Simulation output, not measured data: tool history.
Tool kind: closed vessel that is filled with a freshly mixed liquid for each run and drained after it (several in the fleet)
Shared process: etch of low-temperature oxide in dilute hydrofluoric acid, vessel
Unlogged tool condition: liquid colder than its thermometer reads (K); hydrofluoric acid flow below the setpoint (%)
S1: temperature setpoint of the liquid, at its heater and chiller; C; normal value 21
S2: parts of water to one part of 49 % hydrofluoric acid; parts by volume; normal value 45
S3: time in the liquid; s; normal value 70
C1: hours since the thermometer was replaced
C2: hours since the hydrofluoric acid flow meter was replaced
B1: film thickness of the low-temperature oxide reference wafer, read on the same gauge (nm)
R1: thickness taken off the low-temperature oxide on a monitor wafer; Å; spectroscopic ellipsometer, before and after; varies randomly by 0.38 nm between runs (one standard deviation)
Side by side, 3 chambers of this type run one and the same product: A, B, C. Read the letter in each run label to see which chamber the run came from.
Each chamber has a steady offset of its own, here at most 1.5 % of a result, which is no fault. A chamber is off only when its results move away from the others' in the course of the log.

| run | hour | S1 | S2 | S3 | C1 | C2 | B1 | R1 |
|---|---|---|---|---|---|---|---|---|
| 1B | 5.7 | 21 | 45 | 70 | 2266.9 | 1804.6 | 149.98 | 460.56 |
| 2A | 10.6 | 21 | 45 | 70 | 1614.0 | 809.8 | 150.02 | 458.29 |
| 3C | 16.1 | 21 | 45 | 70 | 1368.4 | 510.2 | 150.00 | 473.09 |
| 4B | 21.2 | 21 | 45 | 70 | 2282.4 | 1820.1 | 149.96 | 459.08 |
| 5A | 24.8 | 21 | 45 | 70 | 1628.2 | 824.0 | 150.00 | 457.08 |
| 6C | 28.9 | 21 | 45 | 70 | 1381.2 | 523.0 | 149.97 | 469.60 |
| 7A | 33.4 | 21 | 45 | 70 | 1636.8 | 832.6 | 150.02 | 459.42 |
| 8B | 38.7 | 21 | 45 | 70 | 2299.9 | 1837.6 | 149.99 | 459.25 |
| 9C | 42.5 | 17 | 45 | 40 | 1394.8 | 536.6 | 150.02 | 227.25 |
| 10C | 45.1 | 17 | 45 | 40 | 1397.4 | 539.2 | 149.99 | 226.82 |
| 11A | 49.1 | 17 | 45 | 40 | 1652.5 | 848.3 | 149.97 | 219.09 |
| 12B | 54.3 | 21 | 45 | 70 | 2315.5 | 1853.2 | 150.02 | 468.23 |
| 13A | 59.3 | 21 | 45 | 70 | 1662.7 | 858.5 | 149.95 | 466.24 |
| 14C | 63.1 | 21 | 45 | 40 | 1415.4 | 557.2 | 149.98 | 268.45 |
| 15B | 68.7 | 21 | 45 | 40 | 2329.9 | 1867.6 | 150.03 | 264.72 |
| 16A | 73.3 | 21 | 45 | 40 | 1676.7 | 872.5 | 150.04 | 266.73 |
| 17C | 77.5 | 21 | 45 | 70 | 1429.8 | 571.6 | 149.98 | 465.08 |
| 18B | 81.1 | 21 | 45 | 70 | 2342.3 | 1880.0 | 150.01 | 464.73 |
| 19B | 85.5 | 21 | 45 | 70 | 2346.7 | 1884.4 | 150.02 | 468.78 |
| 20A | 90.8 | 21 | 45 | 70 | 1694.2 | 890.0 | 150.00 | 464.78 |
| 21C | 95.6 | 21 | 65 | 70 | 1447.9 | 589.7 | 149.98 | 317.62 |
| 22B | 100.8 | 21 | 65 | 70 | 2362.0 | 1899.7 | 149.99 | 310.21 |
| 23A | 103.5 | 21 | 65 | 70 | 1706.9 | 902.7 | 150.01 | 310.28 |
| 24C | 108.5 | 21 | 30 | 70 | 1460.8 | 602.6 | 149.98 | 720.52 |
| 25A | 111.7 | 21 | 30 | 70 | 1715.1 | 910.9 | 150.01 | 693.71 |

Decide between three cases: one chamber stands off from its peers, the gauge reading all wafers drifts, or nothing is wrong past each chamber's small offset. Where a chamber is off, say which and what most likely put it there.

Nothing is wrong: each chamber keeps only its own small, steady offset and the gauge holds still.

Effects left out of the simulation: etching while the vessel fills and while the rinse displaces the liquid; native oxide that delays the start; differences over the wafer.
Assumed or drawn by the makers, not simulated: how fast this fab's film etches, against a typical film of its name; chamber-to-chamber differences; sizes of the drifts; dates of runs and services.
